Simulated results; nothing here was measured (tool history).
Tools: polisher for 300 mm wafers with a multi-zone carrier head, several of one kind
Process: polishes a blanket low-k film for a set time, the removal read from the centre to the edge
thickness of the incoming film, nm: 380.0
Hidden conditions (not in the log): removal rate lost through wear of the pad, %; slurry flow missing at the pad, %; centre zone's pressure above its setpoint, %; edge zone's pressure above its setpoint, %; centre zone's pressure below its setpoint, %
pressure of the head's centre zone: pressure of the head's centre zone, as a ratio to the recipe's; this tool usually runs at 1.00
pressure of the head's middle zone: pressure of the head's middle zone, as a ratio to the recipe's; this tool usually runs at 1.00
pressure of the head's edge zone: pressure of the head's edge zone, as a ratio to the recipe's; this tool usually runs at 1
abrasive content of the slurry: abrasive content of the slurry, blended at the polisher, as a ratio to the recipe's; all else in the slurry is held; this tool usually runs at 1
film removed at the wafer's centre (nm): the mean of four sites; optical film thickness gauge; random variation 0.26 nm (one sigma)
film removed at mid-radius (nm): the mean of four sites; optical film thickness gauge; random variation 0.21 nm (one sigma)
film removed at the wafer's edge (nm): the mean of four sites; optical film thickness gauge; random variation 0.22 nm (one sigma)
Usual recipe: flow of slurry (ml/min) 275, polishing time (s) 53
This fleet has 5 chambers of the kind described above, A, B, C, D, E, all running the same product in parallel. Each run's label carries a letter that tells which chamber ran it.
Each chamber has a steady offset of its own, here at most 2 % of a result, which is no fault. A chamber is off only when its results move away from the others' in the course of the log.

run   hour  flow of slurry (ml/min)  pressure of the head's centre zone  pressure of the head's middle zone  pressure of the head's edge zone  abrasive content of the slurry  polishing time (s)  wafers polished on this pad  hours since the slurry nozzle was cleaned  hours since the centre zone pressure was calibrated  hours since the edge zone pressure was calibrated  film removed at the wafer's centre (nm)  film removed at mid-radius (nm)  film removed at the wafer's edge (nm)
 1D   13.4                      275                                1.00                                1.00                                 1                               1                  53                          869                                       37.5                                                158.3                                              531.4                                   23.636                           23.231                                 23.879
 2C   22.9                      275                                1.00                                1.00                                 1                               1                  53                          587                                      695.9                                                 64.1                                              309.3                                   23.009                           23.878                                 23.236
      28.3  -- chamber D: worn pad replaced by a new one
 3B   32.8                      275                                1.00                                1.00                                 1                               1                  53                         1046                                      406.2                                                103.0                                             1263.0                                   22.937                           23.495                                 23.544
 4E   41.0                      275                                1.00                                1.00                                 1                               1                  53                          665                                      150.9                                                109.1                                             1292.5                                   23.220                           23.746                                 23.690
      49.6  -- chamber B: worn pad replaced by a new one
 5A   52.5                      275                                1.00                                1.00                                 1                               1                  53                          932                                      716.7                                                357.8                                              324.8                                   23.031                           23.150                                 22.938
      53.5  -- chamber B: slurry nozzle cleaned
      59.2  -- chamber C: slurry nozzle cleaned
      61.2  -- chamber C: worn pad replaced by a new one
      63.3  -- chamber A: edge zone pressure recalibrated
 6E   66.1                      275                                1.00                                1.00                                 1                               1                  53                         1043                                      176.0                                                134.2                                             1317.6                                   23.526                           23.496                                 23.275
      69.5  -- chamber E: edge zone pressure recalibrated
      77.6  -- chamber A: worn pad replaced by a new one
 7B   78.8                      275                                1.00                                1.00                                 1                               1                  53                          440                                       25.3                                                149.0                                             1309.0                                   23.744                           23.335                                 23.600
      84.7  -- chamber E: worn pad replaced by a new one
 8A   94.7                      275                                1.00                                1.11                                 1                               1                  53                          257                                      758.9                                                400.0                                               31.5                                   22.862                           25.545                                 23.240
     101.9  -- chamber A: slurry nozzle cleaned
 9D  109.5                      275                                1.00                                1.11                                 1                               1                  53                         1222                                      133.6                                                254.4                                              627.5                                   23.226                           25.436                                 23.332
     112.5  -- chamber D: worn pad replaced by a new one
10C  119.4                      275                                1.00                                1.11                                 1                               1                  53                          877                                       60.3                                                160.6                                              405.8                                   23.238                           25.663                                 23.263
     129.2  -- chamber C: worn pad replaced by a new one
     130.6  -- chamber B: worn pad replaced by a new one
11A  134.7                      275                                1.00                                1.11                                 1                               1                  53                          859                                       32.9                                                440.0                                               71.5                                   23.134                           25.757                                 23.293
12B  149.9                      275                                1.00                                1.11                                 1                               1                  53                          291                                       96.4                                                220.1                                             1380.1                                   23.874                           25.502                                 23.808
     156.2  -- chamber A: worn pad replaced by a new one
     165.1  -- chamber E: worn pad replaced by a new one
13D  165.3                      275                                1.00                                1.00                                 1                               1                  66                          795                                      189.4                                                310.2                                              683.3                                   29.216                           28.921                                 28.618
14E  175.5                      275                                1.00                                1.00                                 1                               1                  66                          157                                      285.4                                                243.6                                              106.0                                   28.882                           29.420                                 29.655
15C  187.6                      275                                1.00                                1.00                                 1                               1                  66                          879                                      128.5                                                228.8                                              474.0                                   29.071                           29.409                                 28.950
     190.5  -- chamber D: worn pad replaced by a new one
16D  196.2                      275                                1.00                                1.00                                 1                               1                  66                           85                                      220.3                                                341.1                                              714.2                                   28.516                           29.130                                 29.672
     197.2  -- chamber B: worn pad replaced by a new one
     205.3  -- chamber C: worn pad replaced by a new one
17A  207.0                      275                                1.00                                1.00                                 1                               1                  66                          765                                      105.2                                                512.3                                              143.8                                   28.140                           28.869                                 28.865
18C  217.7                      275                                1.00                                1.00                                 1                               1                  53                          188                                      158.6                                                258.9                                              504.1                                   22.820                           23.583                                 23.313
     221.7  -- chamber A: worn pad replaced by a new one
19B  229.3                      275                                1.00                                1.00                                 1                               1                  53                          483                                      175.8                                                299.5                                             1459.5                                   23.465                           22.973                                 23.695
20E  243.5                      275                                1.00                                1.00                                 1                               1                  53                         1181                                      353.4                                                311.6                                              174.0                                   23.209                           23.931                                 23.701
     244.2  -- chamber A: centre zone pressure recalibrated
     249.3  -- chamber D: slurry nozzle cleaned
     253.5  -- chamber E: worn pad replaced by a new one
21C  259.3                      275                                1.00                                1.00                                 1                               1                  53                          814                                      200.2                                                300.5                                              545.7                                   23.111                           23.186                                 23.621
     262.9  -- chamber D: worn pad replaced by a new one
     267.2  -- chamber B: worn pad replaced by a new one
22B  267.5                      275                                1.00                                1.00                                 1                               1                  68                            5                                      214.0                                                337.7                                             1497.7                                   30.366                           30.134                                 30.439
     274.6  -- chamber D: centre zone pressure recalibrated
     275.9  -- chamber C: worn pad replaced by a new one
     279.9  -- chamber B: edge zone pressure recalibrated
23E  281.7                      275                                1.00                                1.00                                 1                               1                  68                          424                                      391.6                                                349.8                                              212.2                                   29.794                           29.626                                 30.496
24A  293.4                      275                                1.00                                1.00                                 1                               1                  68                         1080                                      191.6                                                 49.2                                              230.2                                   32.513                           29.972                                 29.945
     297.2  -- chamber A: worn pad replaced by a new one
25D  303.5                      275                                1.00                                1.00                                 1                               1                  68                          612                                       54.3                                                 28.9                                              821.5                                   29.428                           29.263                                 30.084
26A  316.7                      275                                1.00                                1.00                                 1                               1                  68                          293                                      214.9                                                 72.5                                              253.5                                   32.330                           29.982                                 30.016
27B  328.3                      275                                0.91                                1.12                                 1                               1                  53                          921                                      274.8                                                398.5                                               48.5                                   20.805                           25.708                                 23.668
     332.7  -- chamber E: worn pad replaced by a new one
28C  338.3                      275                                0.91                                1.12                                 1                               1                  53                          939                                      279.2                                                379.5                                              624.7                                   20.911                           26.275                                 23.270
     346.2  -- chamber D: worn pad replaced by a new one
29D  354.2                      275                                0.91                                1.12                                 1                               1                  53                          120                                      105.0                                                 79.6                                              872.2                                   21.246                           25.349                                 23.578
     357.9  -- chamber C: worn pad replaced by a new one
30E  367.4                      275                                0.91                                1.12                                 1                               1                  53                          522                                      477.3                                                435.5                                              297.9                                   20.825                           26.110                                 23.509
31C  374.8                      275                                0.91                                1.12                                 1                               1                  53                          255                                      315.7                                                416.0                                              661.2                                   20.723                           25.627                                 23.286
     382.6  -- chamber A: worn pad replaced by a new one
32A  383.6                      275                                1.00                                1.00                                 1                               1                  53                           15                                      281.8                                                139.4                                              320.4                                   24.995                           23.233                                 23.410

Is one chamber out of step, is the gauge drifting, or do the chambers differ by no more than their own small offsets? For an off chamber, give its letter and the likeliest cause.

Chamber A came out of a service off from its peers and stayed that way.
Cause: centre zone's pressure above its setpoint, % = 9.38.

Here are 4 candidates for chamber A's next run, each the usual settings with a change, their results left as question marks. Which one brings its results back in line with what the others give on the usual settings?
A result is in line if it is within this distance of the other chambers' mean on the usual settings: film removed at the wafer's centre (nm) 0.920; film removed at mid-radius (nm) 0.740; film removed at the wafer's edge (nm) 0.790
33A-1  395.4                      270                                0.93                                1.01                              1.03                               1                  53                                                                                                                                                                                                                        ?                                ?                                      ?
33A-2  395.4                      285                                1.14                                0.98                              0.95                               1                  53                                                                                                                                                                                                                        ?                                ?                                      ?
33A-3  395.4                      280                                1.07                                0.99                              0.97                               1                  53                                                                                                                                                                                                                        ?                                ?                                      ?
33A-4  395.4                      265                                0.86                                1.02                              1.05                               1                  53                                                                                                                                                                                                                        ?                                ?                                      ?

What the other chambers average on the usual settings: film removed at the wafer's centre (nm) 23.260; film removed at mid-radius (nm) 23.285; film removed at the wafer's edge (nm) 23.446
  run  film removed at the wafer's centre (nm)  film removed at mid-radius (nm)  film removed at the wafer's edge (nm)
33A-1                                   23.273                           23.401                                 23.541
33A-2                                   29.105                           22.866                                 22.685
33A-3                                   27.155                           23.047                                 22.892
33A-4                                   21.341                           23.575                                 23.741
The right change is 33A-1: it brings the chamber back within the allowed miss of the others.

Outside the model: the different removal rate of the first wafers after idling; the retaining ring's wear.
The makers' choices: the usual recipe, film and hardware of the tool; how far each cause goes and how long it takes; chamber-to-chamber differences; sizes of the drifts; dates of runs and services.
